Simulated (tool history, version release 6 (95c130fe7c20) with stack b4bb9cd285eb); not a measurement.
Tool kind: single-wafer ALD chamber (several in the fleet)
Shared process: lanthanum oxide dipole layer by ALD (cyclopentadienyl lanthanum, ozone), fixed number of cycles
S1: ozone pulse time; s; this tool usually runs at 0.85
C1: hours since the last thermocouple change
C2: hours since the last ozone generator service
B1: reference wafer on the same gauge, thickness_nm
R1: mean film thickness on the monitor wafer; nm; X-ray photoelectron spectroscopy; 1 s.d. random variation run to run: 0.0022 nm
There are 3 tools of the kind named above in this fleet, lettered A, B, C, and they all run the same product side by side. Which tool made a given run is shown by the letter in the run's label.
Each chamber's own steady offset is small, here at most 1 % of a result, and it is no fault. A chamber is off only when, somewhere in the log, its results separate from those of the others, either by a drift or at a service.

{"run": "1A", "hour": 5.9, "S1": 0.85, "C1": 1623, "C2": 884.9, "B1": 0.43741, "R1": 0.46882}
{"run": "2B", "hour": 8.8, "S1": 0.85, "C1": 90, "C2": 202.4, "B1": 0.43795, "R1": 0.46952}
{"run": "3C", "hour": 12.7, "S1": 0.85, "C1": 1281.8, "C2": 1409.3, "B1": 0.43747, "R1": 0.47225}
{"run": "4B", "hour": 18.2, "S1": 0.85, "C1": 99.4, "C2": 211.8, "B1": 0.43781, "R1": 0.47514}
{"run": "5A", "hour": 21.9, "S1": 0.85, "C1": 1639, "C2": 900.9, "B1": 0.43799, "R1": 0.47086}
{"run": "6C", "hour": 24.8, "S1": 1.02, "C1": 1293.9, "C2": 1421.4, "B1": 0.4383, "R1": 0.50359}
{"run": "7B", "hour": 30.6, "S1": 1.02, "C1": 111.8, "C2": 224.2, "B1": 0.43789, "R1": 0.50525}
{"run": "8A", "hour": 35.2, "S1": 1.02, "C1": 1652.3, "C2": 914.2, "B1": 0.43801, "R1": 0.50324}
{"run": "9C", "hour": 38.4, "S1": 0.85, "C1": 1307.5, "C2": 1435, "B1": 0.43789, "R1": 0.47574}
{"run": "10B", "hour": 44.2, "S1": 0.85, "C1": 125.4, "C2": 237.8, "B1": 0.43815, "R1": 0.47624}
{"run": "11A", "hour": 46.8, "S1": 0.85, "C1": 1663.9, "C2": 925.8, "B1": 0.43836, "R1": 0.47041}
{"run": "12C", "hour": 49.7, "S1": 0.85, "C1": 1318.8, "C2": 1446.3, "B1": 0.43847, "R1": 0.47311}
{"run": "13B", "hour": 52.7, "S1": 0.85, "C1": 133.9, "C2": 246.3, "B1": 0.4379, "R1": 0.47382}
{"run": "14A", "hour": 56.7, "S1": 0.85, "C1": 1673.8, "C2": 935.7, "B1": 0.43809, "R1": 0.47351}
{"run": "15C", "hour": 61.5, "S1": 0.85, "C1": 1330.6, "C2": 1458.1, "B1": 0.438, "R1": 0.47517}
{"run": "16C", "hour": 67.4, "S1": 1.12, "C1": 1336.5, "C2": 1464, "B1": 0.43768, "R1": 0.5187}
{"run": "17B", "hour": 70.2, "S1": 1.12, "C1": 151.4, "C2": 263.8, "B1": 0.4377, "R1": 0.51099}
{"run": "18A", "hour": 73.3, "S1": 1.12, "C1": 1690.4, "C2": 952.3, "B1": 0.43821, "R1": 0.51352}
{"run": "19A", "hour": 75.9, "S1": 0.85, "C1": 1693, "C2": 954.9, "B1": 0.43838, "R1": 0.46816}
{"run": "20B", "hour": 80.0, "S1": 0.85, "C1": 161.2, "C2": 273.6, "B1": 0.43842, "R1": 0.46189}
{"run": "21C", "hour": 84.9, "S1": 0.63, "C1": 1354, "C2": 1481.5, "B1": 0.43796, "R1": 0.42163}
{"run": "22A", "hour": 89.3, "S1": 0.63, "C1": 1706.4, "C2": 968.3, "B1": 0.43718, "R1": 0.41436}
{"run": "23C", "hour": 94.9, "S1": 0.63, "C1": 1364, "C2": 1491.5, "B1": 0.43737, "R1": 0.41984}
{"run": "24B", "hour": 98.8, "S1": 0.85, "C1": 180, "C2": 292.4, "B1": 0.43765, "R1": 0.46338}
{"run": "25A", "hour": 104.5, "S1": 0.85, "C1": 1721.6, "C2": 983.5, "B1": 0.43802, "R1": 0.46963}
{"run": "26C", "hour": 107.9, "S1": 0.85, "C1": 1377, "C2": 1504.5, "B1": 0.4384, "R1": 0.47403}
{"run": "27B", "hour": 112.1, "S1": 0.85, "C1": 193.3, "C2": 305.7, "B1": 0.43802, "R1": 0.45282}
{"hour": 115.5, "done": "chamber A: ozone generator serviced"}
{"run": "28C", "hour": 116.0, "S1": 0.85, "C1": 1385.1, "C2": 1512.6, "B1": 0.4379, "R1": 0.47644}
{"run": "29A", "hour": 118.5, "S1": 0.85, "C1": 1735.6, "C2": 3.1, "B1": 0.43842, "R1": 0.47298}
{"run": "30B", "hour": 121.6, "S1": 0.59, "C1": 202.8, "C2": 315.2, "B1": 0.4384, "R1": 0.37723}
{"run": "31C", "hour": 124.2, "S1": 0.59, "C1": 1393.3, "C2": 1520.8, "B1": 0.43821, "R1": 0.4058}
{"run": "32B", "hour": 129.1, "S1": 0.59, "C1": 210.3, "C2": 322.7, "B1": 0.43767, "R1": 0.37668}
{"run": "33A", "hour": 133.4, "S1": 0.85, "C1": 1750.5, "C2": 18, "B1": 0.43796, "R1": 0.47411}
{"run": "34C", "hour": 136.6, "S1": 0.61, "C1": 1405.7, "C2": 1533.2, "B1": 0.43773, "R1": 0.4076}
{"run": "35A", "hour": 141.5, "S1": 0.61, "C1": 1758.6, "C2": 26.1, "B1": 0.43854, "R1": 0.40413}
{"run": "36B", "hour": 147.2, "S1": 0.61, "C1": 228.4, "C2": 340.8, "B1": 0.43761, "R1": 0.38043}
{"run": "37C", "hour": 150.3, "S1": 0.85, "C1": 1419.4, "C2": 1546.9, "B1": 0.43777, "R1": 0.47353}

Is one chamber off against the others, does the gauge drift, or is nothing wrong? If a chamber is off, say which, and what the likeliest cause is.

Little by little, chamber B moves away from the other chambers.
Most likely cause: ozone dose below that of a generator just serviced (%) = 14.8.

Below are 4 candidate recipes for chamber B's next run, each the usual settings with a change, their results shown as question marks. Which of them brings B's results back in line with what the other chambers give on the usual settings?
Counts as in line when no further than this from what the other chambers average on the usual settings: R1 0.0078 nm
{"run": "38B-1", "hour": 154.5, "S1": 0.75, "R1": "?"}
{"run": "38B-2", "hour": 154.5, "S1": 0.8, "R1": "?"}
{"run": "38B-3", "hour": 154.5, "S1": 0.99, "R1": "?"}
{"run": "38B-4", "hour": 154.5, "S1": 0.9, "R1": "?"}

Mean of the other chambers on the usual settings: R1 0.47415 nm
run=38B-1 R1=0.41872
run=38B-2 R1=0.43206
run=38B-3 R1=0.47349
run=38B-4 R1=0.45554
The right change is 38B-3: it brings the chamber back within the allowed miss of the others.
